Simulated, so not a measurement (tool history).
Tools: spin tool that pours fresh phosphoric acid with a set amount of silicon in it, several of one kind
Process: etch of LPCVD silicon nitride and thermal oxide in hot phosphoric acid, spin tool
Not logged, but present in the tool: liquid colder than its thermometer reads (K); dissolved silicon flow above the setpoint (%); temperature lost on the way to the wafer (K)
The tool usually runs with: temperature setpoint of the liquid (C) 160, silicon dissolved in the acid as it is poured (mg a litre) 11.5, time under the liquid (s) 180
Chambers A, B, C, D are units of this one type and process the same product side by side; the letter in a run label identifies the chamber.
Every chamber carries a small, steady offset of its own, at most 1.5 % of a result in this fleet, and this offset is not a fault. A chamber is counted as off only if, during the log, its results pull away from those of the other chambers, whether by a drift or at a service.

run,hour,temperature setpoint of the liquid (C),silicon dissolved in the acid as it is poured (mg a litre),time under the liquid (s),hours since the thermometer was replaced,hours since the dissolved silicon flow meter was replaced,hours since the heated supply line was repaired,"read-back film thickness of the LPCVD silicon nitride reference wafer, read on the same gauge (nm)","read-back film thickness of the thermal oxide reference wafer, read on the same gauge (nm)",thickness taken off the LPCVD silicon nitride on a monitor wafer (Å),thickness taken off the thermal oxide on a monitor wafer (Å)
1B,12.5,160,11.5,180,294.4,72.4,768.2,29.98,100.01,167.2,3.1275
2C,22.3,160,11.5,180,1492.9,886.4,1478.6,29.988,99.974,164.66,3.5054
3D,32.8,160,11.5,180,228,498.5,654.5,29.994,100.01,170.51,3.8422
4A,45.4,160,11.5,180,78.2,574.2,3137.1,30.002,100.01,166.25,3.717
5D,58.3,160,11.5,180,253.5,524,680,30.009,100.01,170.8,4.3777
6C,68.6,160,15,290,1539.2,932.7,1524.9,29.992,100,265.12,5.4622
7B,78.8,160,15,290,360.7,138.7,834.5,29.973,100,273.52,5.1791
8A,93.5,160,15,290,126.3,622.3,3185.2,29.988,100.01,268.5,5.4494
9C,101.4,160,15,290,1572,965.5,1557.7,30.02,100.02,268.36,5.2864
10A,111,160,11.5,180,143.8,639.8,3202.7,30.021,99.987,165.4,3.3474
11B,121.4,160,16,180,403.3,181.3,877.1,30.015,99.987,168.89,3.0061
12D,129.4,160,16,180,324.6,595.1,751.1,30.009,100,164.97,3.1528
13A,138.3,160,16,180,171.1,667.1,3230,30.001,100.01,165.22,3.5272
14B,145.8,160,16,180,427.7,205.7,901.5,29.999,99.98,167.19,3.4593
15D,154.9,159,11.5,180,350.1,620.6,776.6,29.988,99.999,160.33,3.6132
16C,168.2,159,11.5,180,1638.8,1032.3,1624.5,29.991,99.969,159.91,3.5052
17A,181.3,159,11.5,180,214.1,710.1,3273,30.015,99.979,161.29,3.2394
18C,195.4,159,11.5,180,1666,1059.5,1651.7,30.024,99.994,161.73,3.2766
19B,205.3,160,11.5,180,487.2,265.2,961,29.998,100.03,168.14,3.5914
# hour 212.3: chamber C: heated supply line repaired
20D,213.2,159,11.5,75,408.4,678.9,834.9,29.995,100,65.893,1.4206
21B,220.9,159,11.5,75,502.8,280.8,976.6,29.991,99.99,67.931,1.4385
22C,234.1,159,11.5,75,1704.7,1098.2,21.8,29.954,99.999,66.999,1.5177
23D,245.6,159,11.5,75,440.8,711.3,867.3,29.968,99.976,65.423,1.2539
24A,256.5,160,11.5,135,289.3,785.3,3348.2,30.013,100,125.47,2.716
25C,270.7,160,11.5,135,1741.3,1134.8,58.4,30.038,100.01,123.8,2.5075
26D,278.3,160,11.5,135,473.5,744,900,29.976,99.997,120.25,2.4421

Predict what each chamber gives when all 4 of them run the settings below next.
27A,289.4,160,11.5,180,,,,,,?,?
27B,289.4,160,11.5,180,,,,,,?,?
27C,289.4,160,11.5,180,,,,,,?,?
27D,289.4,160,11.5,180,,,,,,?,?

run,thickness taken off the LPCVD silicon nitride on a monitor wafer (Å),thickness taken off the thermal oxide on a monitor wafer (Å)
27A,166.48,3.8568
27B,166.86,3.9717
27C,167.13,3.8103
27D,160.47,3.3356

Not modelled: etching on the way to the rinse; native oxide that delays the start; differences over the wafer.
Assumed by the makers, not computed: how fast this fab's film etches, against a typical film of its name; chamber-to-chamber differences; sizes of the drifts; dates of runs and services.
